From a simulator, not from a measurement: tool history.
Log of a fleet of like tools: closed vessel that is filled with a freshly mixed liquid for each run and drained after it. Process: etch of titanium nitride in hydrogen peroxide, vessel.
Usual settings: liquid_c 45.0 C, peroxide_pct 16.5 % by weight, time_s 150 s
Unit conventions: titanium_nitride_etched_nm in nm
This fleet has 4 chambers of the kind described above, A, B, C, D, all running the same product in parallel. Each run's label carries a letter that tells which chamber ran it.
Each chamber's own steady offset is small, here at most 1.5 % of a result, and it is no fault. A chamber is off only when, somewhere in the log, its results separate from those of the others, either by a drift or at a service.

run,hour,liquid_c,peroxide_pct,time_s,"read-back film thickness of the titanium nitride reference wafer, read on the same gauge (nm)",titanium_nitride_etched_nm
1D,10.9,45.0,16.5,150,149.96,4.2140
2A,17.4,45.0,16.5,150,150.02,4.1214
3C,28.0,45.0,16.5,150,150.02,4.0679
4B,38.1,45.0,16.5,150,150.00,4.0478
5D,44.0,45.0,16.5,150,149.99,4.1793
6B,49.5,45.0,16.5,150,149.96,4.0568
7C,59.8,45.0,16.5,150,149.98,4.0792
8A,69.8,45.0,16.5,150,150.01,4.1149
9D,80.8,50.5,16.5,150,149.97,6.1850
10A,91.5,50.5,16.5,150,150.01,6.2308
11B,101.7,50.5,16.5,150,150.01,6.0552
12C,108.6,50.5,16.5,150,149.95,6.0906
13A,116.8,45.0,16.5,150,149.99,4.0951
14D,124.8,45.0,16.5,150,149.98,4.1707
15B,131.3,45.0,16.5,150,149.99,4.0989
16C,137.6,45.0,16.5,150,150.00,4.1352
17A,148.2,45.0,16.5,150,149.99,4.1585
18B,156.6,45.0,16.5,150,149.98,4.0257
19D,162.3,45.0,16.5,150,150.05,4.1778
20C,171.8,45.0,16.5,150,149.98,4.1810
21D,177.8,45.0,16.5,150,149.96,4.1800
22A,187.5,45.0,14.0,150,149.97,4.0400
23B,194.5,45.0,14.0,150,150.02,3.8791
24C,202.5,45.0,14.0,150,149.98,4.1121
25A,210.6,45.0,14.0,150,150.02,4.0002
26C,220.0,45.0,16.5,150,149.99,4.3281
27B,228.6,45.0,16.5,150,150.03,4.0943
28D,235.8,45.0,16.5,150,149.96,4.1089
29B,243.1,45.0,16.5,150,149.99,4.1033
30A,255.3,45.0,16.5,150,150.02,4.1238

For the next run the whole fleet of 4 chambers uses the same settings. Give each chamber's results:
31A,264.5,45.0,16.5,150,,?
31B,264.5,45.0,16.5,150,,?
31C,264.5,45.0,16.5,150,,?
31D,264.5,45.0,16.5,150,,?

run,titanium_nitride_etched_nm
31A,4.1333
31B,4.0783
31C,4.3846
31D,4.1412

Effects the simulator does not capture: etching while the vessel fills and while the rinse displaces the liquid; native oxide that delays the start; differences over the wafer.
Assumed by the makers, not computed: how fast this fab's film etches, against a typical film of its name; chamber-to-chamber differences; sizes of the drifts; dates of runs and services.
